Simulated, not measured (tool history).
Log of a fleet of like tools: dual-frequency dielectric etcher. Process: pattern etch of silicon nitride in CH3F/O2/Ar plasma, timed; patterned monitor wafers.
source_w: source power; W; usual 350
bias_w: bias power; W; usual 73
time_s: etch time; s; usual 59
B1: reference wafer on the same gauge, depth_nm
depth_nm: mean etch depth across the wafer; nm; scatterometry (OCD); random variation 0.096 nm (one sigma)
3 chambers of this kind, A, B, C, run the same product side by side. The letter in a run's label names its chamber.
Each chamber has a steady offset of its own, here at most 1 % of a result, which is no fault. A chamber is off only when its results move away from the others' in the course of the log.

run 1C hour=7.8 | source_w=350 bias_w=73 time_s=59 | B1=35.006 | depth_nm=39.858
run 2A hour=18.8 | source_w=350 bias_w=73 time_s=59 | B1=35.025 | depth_nm=39.379
run 3B hour=29.4 | source_w=350 bias_w=73 time_s=59 | B1=34.988 | depth_nm=39.466
run 4A hour=38.3 | source_w=350 bias_w=73 time_s=59 | B1=34.982 | depth_nm=39.373
run 5B hour=48.3 | source_w=350 bias_w=73 time_s=59 | B1=34.996 | depth_nm=39.377
run 6C hour=53.1 | source_w=350 bias_w=73 time_s=59 | B1=35.012 | depth_nm=39.77
run 7A hour=62.6 | source_w=350 bias_w=73 time_s=74 | B1=34.984 | depth_nm=49.337
run 8C hour=71.8 | source_w=350 bias_w=73 time_s=74 | B1=35.022 | depth_nm=50.029
run 9B hour=78.4 | source_w=350 bias_w=73 time_s=74 | B1=34.996 | depth_nm=49.525
run 10A hour=85.3 | source_w=350 bias_w=73 time_s=59 | B1=35.009 | depth_nm=39.248
run 11C hour=91.6 | source_w=350 bias_w=73 time_s=59 | B1=34.996 | depth_nm=39.741
run 12B hour=102 | source_w=350 bias_w=73 time_s=59 | B1=34.975 | depth_nm=39.321
run 13C hour=109.3 | source_w=280 bias_w=73 time_s=59 | B1=35.006 | depth_nm=36.405
-- hour=111.7 chamber B: bias power generator calibrated
run 14B hour=116 | source_w=280 bias_w=73 time_s=59 | B1=34.998 | depth_nm=36.349
run 15A hour=122.6 | source_w=280 bias_w=73 time_s=59 | B1=35.006 | depth_nm=36.128
run 16C hour=132.9 | source_w=350 bias_w=73 time_s=59 | B1=35.004 | depth_nm=39.804
run 17B hour=141.4 | source_w=350 bias_w=73 time_s=59 | B1=34.995 | depth_nm=39.557
run 18A hour=150.5 | source_w=350 bias_w=73 time_s=59 | B1=35.001 | depth_nm=39.354
run 19C hour=156.1 | source_w=350 bias_w=73 time_s=59 | B1=35.022 | depth_nm=39.719
run 20A hour=161.7 | source_w=350 bias_w=73 time_s=59 | B1=35.013 | depth_nm=39.427
run 21B hour=171.4 | source_w=350 bias_w=85 time_s=72 | B1=34.984 | depth_nm=50.708
run 22C hour=180.9 | source_w=350 bias_w=85 time_s=72 | B1=34.993 | depth_nm=51.354
run 23A hour=187.1 | source_w=350 bias_w=85 time_s=72 | B1=35.013 | depth_nm=50.429
run 24B hour=195.2 | source_w=350 bias_w=73 time_s=59 | B1=34.987 | depth_nm=39.39
run 25A hour=204.5 | source_w=350 bias_w=73 time_s=59 | B1=34.995 | depth_nm=39.268
run 26B hour=210.1 | source_w=350 bias_w=73 time_s=59 | B1=35.006 | depth_nm=39.294
run 27C hour=218.2 | source_w=350 bias_w=73 time_s=59 | B1=35 | depth_nm=39.9
run 28A hour=223.3 | source_w=350 bias_w=73 time_s=59 | B1=35 | depth_nm=39.306
run 29C hour=233 | source_w=350 bias_w=73 time_s=59 | B1=34.995 | depth_nm=40.176
run 30B hour=239.5 | source_w=400 bias_w=73 time_s=59 | B1=34.987 | depth_nm=41.57
run 31C hour=249.5 | source_w=400 bias_w=73 time_s=59 | B1=34.995 | depth_nm=42.154
-- hour=251 chamber C: wet clean of the chamber
run 32B hour=254.8 | source_w=400 bias_w=73 time_s=59 | B1=34.991 | depth_nm=41.483
run 33A hour=265.3 | source_w=350 bias_w=73 time_s=59 | B1=35 | depth_nm=39.425
run 34C hour=271.3 | source_w=350 bias_w=73 time_s=59 | B1=35.009 | depth_nm=40.334

What goes on in this fleet: one chamber off, a drifting gauge, or nothing beyond the chambers' own small offsets? Name the chamber and the cause, if any.

Chamber C drifts away from the others.
Cause: bias power that arrives over what is set, % = 3.93.
The log may not tell that from: source power that arrives over what is set, %.

Here are 4 candidates for chamber C's next run, each the usual settings with a change, their results left as question marks. Which one brings its results back in line with what the others give on the usual settings?
In line means no further than this from the other chambers' mean on the usual settings: depth_nm 0.33 nm
run 35C-1 hour=279.2 | source_w=350 bias_w=78 time_s=59 | depth_nm=?
run 35C-2 hour=279.2 | source_w=340 bias_w=73 time_s=59 | depth_nm=?
run 35C-3 hour=279.2 | source_w=350 bias_w=74 time_s=59 | depth_nm=?
run 35C-4 hour=279.2 | source_w=330 bias_w=73 time_s=59 | depth_nm=?

The other chambers' mean on the usual settings: depth_nm 39.358 nm
run=35C-1 depth_nm=41.237
run=35C-2 depth_nm=39.858
run=35C-3 depth_nm=40.484
run=35C-4 depth_nm=39.415
35C-4 brings the chamber back in line.
